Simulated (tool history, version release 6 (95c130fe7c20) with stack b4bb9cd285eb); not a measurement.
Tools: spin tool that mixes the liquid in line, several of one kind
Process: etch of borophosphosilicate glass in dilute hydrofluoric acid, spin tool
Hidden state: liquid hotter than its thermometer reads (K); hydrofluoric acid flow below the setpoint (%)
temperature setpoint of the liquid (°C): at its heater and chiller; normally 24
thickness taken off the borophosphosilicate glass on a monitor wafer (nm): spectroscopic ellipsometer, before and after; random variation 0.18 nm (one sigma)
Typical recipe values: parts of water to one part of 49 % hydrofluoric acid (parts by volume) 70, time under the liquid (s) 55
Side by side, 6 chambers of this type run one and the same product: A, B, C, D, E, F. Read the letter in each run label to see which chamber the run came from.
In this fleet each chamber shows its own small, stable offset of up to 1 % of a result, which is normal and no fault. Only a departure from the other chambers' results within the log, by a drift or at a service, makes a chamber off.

run   hour  temperature setpoint of the liquid (°C)  parts of water to one part of 49 % hydrofluoric acid (parts by volume)  time under the liquid (s)  hours since the thermometer was replaced  hours since the hydrofluoric acid flow meter was replaced  read-back film thickness of the borophosphosilicate glass reference wafer, read on the same gauge (nm)  thickness taken off the borophosphosilicate glass on a monitor wafer (nm)
 1A    4.5                                       24                                                                      70                         55                                    2227.6                                                      918.8                                                                                                      70                                                                     30.244
 2E   10.1                                       24                                                                      70                         55                                     569.7                                                      434.6                                                                                                  70.006                                                                     30.735
 3C   15.8                                       24                                                                      70                         55                                     833.3                                                      699.5                                                                                                  69.986                                                                     30.508
 4B   21.7                                       24                                                                      70                         55                                      1090                                                     1434.9                                                                                                  70.003                                                                     30.315
 5F   25.4                                       24                                                                      70                         55                                     702.9                                                      520.4                                                                                                  70.004                                                                     30.444
 6D   30.8                                     20.5                                                                      70                         30                                     621.3                                                        746                                                                                                  70.011                                                                       14.5
 7D   37.5                                     20.5                                                                      70                         30                                       628                                                      752.7                                                                                                  69.995                                                                      14.45
 8B     44                                     20.5                                                                      70                         30                                    1112.3                                                     1457.2                                                                                                  69.992                                                                      14.53
 9A   50.9                                     20.5                                                                      70                         30                                      2274                                                      965.2                                                                                                  70.017                                                                     14.382
10E     58                                     20.5                                                                      70                         30                                     617.6                                                      482.5                                                                                                      70                                                                     14.603
11C   61.5                                     20.5                                                                      70                         30                                       879                                                      745.2                                                                                                  69.993                                                                     14.345
12F   69.1                                       24                                                                      70                         55                                     746.6                                                      564.1                                                                                                  69.993                                                                     30.392
13F   76.2                                       24                                                                      70                         55                                     753.7                                                      571.2                                                                                                   69.99                                                                     30.165
14E   84.1                                       24                                                                      70                         55                                     643.7                                                      508.6                                                                                                  70.017                                                                     30.253
15B   87.7                                       24                                                                      70                         55                                      1156                                                     1500.9                                                                                                  70.018                                                                     30.894
16C     95                                       24                                                                      70                         55                                     912.5                                                      778.7                                                                                                  69.995                                                                     30.744
17D  100.3                                       24                                                                      70                         55                                     690.8                                                      815.5                                                                                                  69.995                                                                     31.043
18A  105.8                                       24                                                                      40                         75                                    2328.9                                                     1020.1                                                                                                  70.016                                                                     75.525
19D  113.8                                       24                                                                      40                         75                                     704.3                                                        829                                                                                                  70.017                                                                     76.202
20C  119.3                                       24                                                                      40                         75                                     936.8                                                        803                                                                                                  69.993                                                                     76.944
21B  126.2                                       24                                                                      40                         75                                    1194.5                                                     1539.4                                                                                                  70.001                                                                     76.153
22E    133                                       24                                                                      40                         75                                     692.6                                                      557.5                                                                                                  70.013                                                                     76.535
23F  137.8                                       24                                                                      40                         75                                     815.3                                                      632.8                                                                                                  69.995                                                                      74.65
24A  142.3                                     26.5                                                                      50                         55                                    2365.4                                                     1056.6                                                                                                  69.992                                                                      48.17
25E  147.4                                     26.5                                                                      50                         55                                       707                                                      571.9                                                                                                  70.009                                                                     47.598
26C  152.2                                     26.5                                                                      50                         55                                     969.7                                                      835.9                                                                                                  70.007                                                                     48.882
     157.1  -- chamber A: thermometer replaced
27A  157.5                                     26.5                                                                      50                         55                                       0.4                                                     1071.8                                                                                                  70.004                                                                     48.818
28D  162.6                                     26.5                                                                      50                         55                                     753.1                                                      877.8                                                                                                  70.014                                                                     50.417
29F  166.4                                     26.5                                                                      50                         55                                     843.9                                                      661.4                                                                                                  69.987                                                                     47.948
30B  170.4                                       24                                                                      70                         55                                    1238.7                                                     1583.6                                                                                                  70.001                                                                     30.063
31B  177.8                                       24                                                                      70                         55                                    1246.1                                                       1591                                                                                                  69.991                                                                     30.657
     181.5  -- chamber A: hydrofluoric acid flow meter replaced
32A  182.6                                       24                                                                      70                         55                                      25.5                                                        1.2                                                                                                  69.998                                                                     30.219
33E  188.9                                       24                                                                      70                         55                                     748.5                                                      613.4                                                                                                  70.021                                                                     30.363
34D  194.7                                       24                                                                      70                         55                                     785.2                                                      909.9                                                                                                  70.002                                                                     31.494
35F  198.9                                       24                                                                      70                         55                                     876.4                                                      693.9                                                                                                   70.01                                                                     30.147
36C  202.8                                       24                                                                      55                         35                                    1020.3                                                      886.5                                                                                                  70.003                                                                     25.412
37E  207.2                                       24                                                                      55                         35                                     766.8                                                      631.7                                                                                                  69.997                                                                     25.397
     209.2  -- chamber F: hydrofluoric acid flow meter replaced
38B  214.7                                       24                                                                      55                         35                                      1283                                                     1627.9                                                                                                  70.004                                                                     25.436
39A  219.8                                       24                                                                      55                         35                                      62.7                                                       38.4                                                                                                  69.988                                                                      25.21
40F    224                                       24                                                                      55                         35                                     901.5                                                       14.9                                                                                                  70.005                                                                     24.946
41C  229.6                                       24                                                                      55                         35                                    1047.1                                                      913.3                                                                                                  69.983                                                                     25.195

Is one chamber out of step, is the gauge drifting, or do the chambers differ by no more than their own small offsets? For an off chamber, give its letter and the likeliest cause.

Chamber D drifts away from the others.
What lies behind it: liquid hotter than its thermometer reads (K) = 1.27.
With only this log, it may be confused with: hydrofluoric acid flow above the setpoint (%).

Which of the 4 candidates below, each the usual settings with something changed and its results left as question marks, puts chamber D back in line with what the other chambers give on the usual settings?
In-line tolerance around the mean of the other chambers on the usual settings: thickness taken off the borophosphosilicate glass on a monitor wafer (nm) 0.63
42D-1  235.4                                     26.5                                                                      70                         55                                                                                                                                                                                                                                                                                       ?
42D-2  235.4                                     25.5                                                                      70                         55                                                                                                                                                                                                                                                                                       ?
42D-3  235.4                                     22.5                                                                      70                         55                                                                                                                                                                                                                                                                                       ?
42D-4  235.4                                       24                                                                      70                         50                                                                                                                                                                                                                                                                                       ?

Average result of the remaining chambers running the usual settings: thickness taken off the borophosphosilicate glass on a monitor wafer (nm) 30.495
  run  thickness taken off the borophosphosilicate glass on a monitor wafer (nm)
42D-1                                                                     35.468
42D-2                                                                     34.111
42D-3                                                                     30.306
42D-4                                                                     29.234
It is 42D-3 that realigns the chamber with its peers.

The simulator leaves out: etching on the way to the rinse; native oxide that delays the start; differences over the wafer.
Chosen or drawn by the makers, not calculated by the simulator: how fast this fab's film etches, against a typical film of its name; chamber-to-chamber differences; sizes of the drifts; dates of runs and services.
